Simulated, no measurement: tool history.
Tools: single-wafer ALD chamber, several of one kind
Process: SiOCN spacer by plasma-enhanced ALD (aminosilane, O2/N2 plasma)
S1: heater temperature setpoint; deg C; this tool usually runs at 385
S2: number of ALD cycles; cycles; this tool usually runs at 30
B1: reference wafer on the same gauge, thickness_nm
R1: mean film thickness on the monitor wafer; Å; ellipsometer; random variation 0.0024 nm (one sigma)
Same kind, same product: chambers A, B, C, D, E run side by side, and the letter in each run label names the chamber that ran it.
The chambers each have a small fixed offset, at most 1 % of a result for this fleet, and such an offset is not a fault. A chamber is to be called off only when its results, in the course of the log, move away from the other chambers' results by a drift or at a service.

run	hour	S1	S2	B1	R1
1B	9.6	385	30	2.0199	17.984
2A	16.2	385	30	2.0194	18.091
3D	28.9	385	30	2.0188	18.201
4E	38.6	385	30	2.0187	17.997
5C	50.8	385	30	2.018	18.1
6A	62.5	385	30	2.0182	18.066
7B	76.6	385	30	2.0174	17.995
8E	89.5	385	30	2.0171	17.991
9C	98.6	385	30	2.0162	18.06
10D	106.5	385	30	2.0164	18.127
11E	118.9	385	30	2.0164	18.016
12C	129	385	30	2.0157	18.052
13D	136.5	385	30	2.0158	18.18
14A	148.7	385	30	2.0158	18.044
15B	155.4	385	30	2.0149	17.955
16D	169.6	385	30	2.0143	18.147
17C	183.8	385	36	2.014	21.702
18E	194.5	385	36	2.0138	21.519
19B	202.4	385	36	2.0136	21.585
20A	215.5	385	36	2.0129	21.629
21C	228.7	385	36	2.0124	21.66
22D	237.6	385	30	2.0125	18.172
23E	244.7	385	30	2.0127	17.932
24A	257	392	30	2.0113	18.024
25B	264	392	30	2.0117	17.938
26E	275.5	392	30	2.0121	17.955
27C	283.9	392	30	2.0104	17.959
28A	295.5	392	30	2.0109	18.005
# hour 295.9: chamber A: thermocouple changed; heater temperature recalibrated
29B	302.3	385	30	2.0101	17.897
30D	311.7	393	26	2.0103	15.729
31A	322.7	393	26	2.0099	15.588
32B	332.6	393	26	2.0087	15.545

Is one chamber off against the others, does the gauge drift, or is nothing wrong? If a chamber is off, say which, and what the likeliest cause is.

The gauge drifts, so all chambers seem to drift together. No chamber is off.
Most likely cause: gauge reads low (%) = 0.539.
